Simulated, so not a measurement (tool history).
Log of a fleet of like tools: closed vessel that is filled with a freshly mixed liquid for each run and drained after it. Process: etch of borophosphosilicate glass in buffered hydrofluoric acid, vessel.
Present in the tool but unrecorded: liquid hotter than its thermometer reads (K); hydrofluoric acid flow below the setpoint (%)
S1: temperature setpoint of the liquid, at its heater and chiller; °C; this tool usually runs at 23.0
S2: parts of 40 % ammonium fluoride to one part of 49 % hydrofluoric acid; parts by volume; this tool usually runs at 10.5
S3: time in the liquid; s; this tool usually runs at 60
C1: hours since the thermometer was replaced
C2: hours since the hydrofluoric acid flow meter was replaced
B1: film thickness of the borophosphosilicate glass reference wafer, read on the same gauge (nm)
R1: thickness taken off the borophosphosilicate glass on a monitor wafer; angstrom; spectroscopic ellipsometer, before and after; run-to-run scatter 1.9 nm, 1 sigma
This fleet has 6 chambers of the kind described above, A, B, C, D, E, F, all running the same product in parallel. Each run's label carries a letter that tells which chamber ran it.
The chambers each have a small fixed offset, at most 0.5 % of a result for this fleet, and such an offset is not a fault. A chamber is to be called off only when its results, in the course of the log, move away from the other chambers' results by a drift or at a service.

Run 1E, hour 7.7: usual settings; C1 75.4; C2 526.9; B1 130.00. Result: R1 1932.1 angstrom.
Run 2A, hour 11.8: usual settings; C1 699.1; C2 338.7; B1 130.03. Result: R1 1909.0 angstrom.
Run 3B, hour 19.8: usual settings; C1 683.8; C2 130.6; B1 129.98. Result: R1 1935.0 angstrom.
Run 4D, hour 25.7: usual settings; C1 894.7; C2 1844.3; B1 129.99. Result: R1 1935.7 angstrom.
Run 5F, hour 30.2: usual settings; C1 2044.4; C2 534.7; B1 129.97. Result: R1 1957.4 angstrom.
Run 6C, hour 36.2: usual settings but S2 14.0 parts by volume; C1 531.2; C2 978.1; B1 129.95. Result: R1 1453.0 angstrom.
Run 7D, hour 44.1: usual settings but S2 14.0 parts by volume; C1 913.1; C2 1862.7; B1 130.01. Result: R1 1466.5 angstrom.
Run 8B, hour 51.7: usual settings but S2 14.0 parts by volume; C1 715.7; C2 162.5; B1 130.01. Result: R1 1486.3 angstrom.
Run 9C, hour 59.5: usual settings but S2 14.0 parts by volume; C1 554.5; C2 1001.4; B1 130.00. Result: R1 1460.7 angstrom.
Run 10A, hour 67.0: usual settings but S2 14.0 parts by volume; C1 754.3; C2 393.9; B1 130.02. Result: R1 1503.2 angstrom.
Run 11E, hour 72.1: usual settings but S2 14.0 parts by volume; C1 139.8; C2 591.3; B1 129.99. Result: R1 1451.2 angstrom.
Run 12F, hour 75.6: usual settings; C1 2089.8; C2 580.1; B1 130.00. Result: R1 1936.1 angstrom.
Run 13A, hour 79.8: usual settings; C1 767.1; C2 406.7; B1 129.97. Result: R1 1946.3 angstrom.
At hour 82.6: chamber D: hydrofluoric acid flow meter replaced.
Run 14B, hour 84.1: usual settings; C1 748.1; C2 194.9; B1 130.02. Result: R1 1934.5 angstrom.
Run 15C, hour 88.8: usual settings; C1 583.8; C2 1030.7; B1 130.00. Result: R1 1935.2 angstrom.
Run 16E, hour 96.7: usual settings; C1 164.4; C2 615.9; B1 129.99. Result: R1 1959.3 angstrom.
Run 17F, hour 102.3: usual settings but S2 12.5 parts by volume; C1 2116.5; C2 606.8; B1 129.98. Result: R1 1617.1 angstrom.
Run 18D, hour 108.1: usual settings but S2 12.5 parts by volume; C1 977.1; C2 25.5; B1 130.00. Result: R1 1629.9 angstrom.
Run 19C, hour 111.6: usual settings but S2 12.5 parts by volume; C1 606.6; C2 1053.5; B1 130.02. Result: R1 1607.8 angstrom.
Run 20A, hour 115.8: usual settings but S2 12.5 parts by volume; C1 803.1; C2 442.7; B1 129.99. Result: R1 1705.4 angstrom.
Run 21E, hour 121.9: usual settings but S2 12.5 parts by volume; C1 189.6; C2 641.1; B1 129.99. Result: R1 1611.3 angstrom.
Run 22D, hour 128.3: usual settings but S2 12.5 parts by volume; C1 997.3; C2 45.7; B1 130.01. Result: R1 1640.7 angstrom.
Run 23B, hour 135.9: usual settings; C1 799.9; C2 246.7; B1 130.00. Result: R1 1930.3 angstrom.
Run 24F, hour 143.6: usual settings; C1 2157.8; C2 648.1; B1 129.98. Result: R1 1948.4 angstrom.
Run 25C, hour 148.9: usual settings; C1 643.9; C2 1090.8; B1 130.00. Result: R1 1924.7 angstrom.
Run 26D, hour 153.6: usual settings; C1 1022.6; C2 71.0; B1 129.98. Result: R1 1967.6 angstrom.
Run 27A, hour 157.9: usual settings; C1 845.2; C2 484.8; B1 129.99. Result: R1 2116.3 angstrom.
Run 28E, hour 164.3: usual settings but S1 19.5 °C, S2 13.0 parts by volume; C1 232.0; C2 683.5; B1 130.01. Result: R1 1306.5 angstrom.
Run 29F, hour 168.5: usual settings but S1 19.5 °C, S2 13.0 parts by volume; C1 2182.7; C2 673.0; B1 129.97. Result: R1 1299.5 angstrom.
Run 30B, hour 174.5: usual settings but S1 19.5 °C, S2 13.0 parts by volume; C1 838.5; C2 285.3; B1 130.02. Result: R1 1298.6 angstrom.
Run 31B, hour 180.1: usual settings but S1 19.5 °C, S2 13.0 parts by volume; C1 844.1; C2 290.9; B1 129.98. Result: R1 1280.2 angstrom.
Run 32F, hour 183.9: usual settings but S1 19.5 °C, S2 13.0 parts by volume; C1 2198.1; C2 688.4; B1 129.99. Result: R1 1328.3 angstrom.
Run 33C, hour 192.1: usual settings but S1 19.5 °C, S2 13.0 parts by volume; C1 687.1; C2 1134.0; B1 129.98. Result: R1 1302.5 angstrom.
Run 34D, hour 197.2: usual settings; C1 1066.2; C2 114.6; B1 130.00. Result: R1 1969.9 angstrom.
Run 35E, hour 202.3: usual settings; C1 270.0; C2 721.5; B1 129.98. Result: R1 1959.1 angstrom.
Run 36A, hour 209.4: usual settings; C1 896.7; C2 536.3; B1 129.97. Result: R1 2185.6 angstrom.
Run 37E, hour 217.3: usual settings but S1 19.5 °C, S2 8.0 parts by volume; C1 285.0; C2 736.5; B1 129.98. Result: R1 2046.7 angstrom.
Run 38D, hour 222.1: usual settings but S1 19.5 °C, S2 8.0 parts by volume; C1 1091.1; C2 139.5; B1 130.00. Result: R1 2053.4 angstrom.

Does one chamber stand apart from the rest, does the shared gauge drift, or is all well apart from small per-chamber offsets? Give the chamber and the most likely cause, where there is one.

It is chamber A that slowly wanders off from its peers.
Cause: liquid hotter than its thermometer reads (K) = 2.56.

Chamber A could run next with any of the 4 candidate recipes listed below; each alters the usual settings, and their results appear as question marks. Which one brings its results back in line with what the other chambers deliver on the usual settings?
Maximum distance from the other chambers' mean on the usual settings for a result to count as in line: R1 66.0 angstrom
Run 39A-1, hour 227.9: usual settings but S2 12.0 parts by volume. Result: R1 ?.
Run 39A-2, hour 227.9: usual settings but S1 23.5 °C, S2 10.0 parts by volume, S3 70 s. Result: R1 ?.
Run 39A-3, hour 227.9: usual settings but S1 19.0 °C. Result: R1 ?.
Run 39A-4, hour 227.9: usual settings but S2 9.0 parts by volume. Result: R1 ?.

Other chambers, usual settings, mean: R1 1948.5 angstrom
  run      R1
39A-1  1937.0
39A-2  2774.4
39A-3  1778.2
39A-4  2482.8
With 39A-1, the chamber falls back in line with the rest.
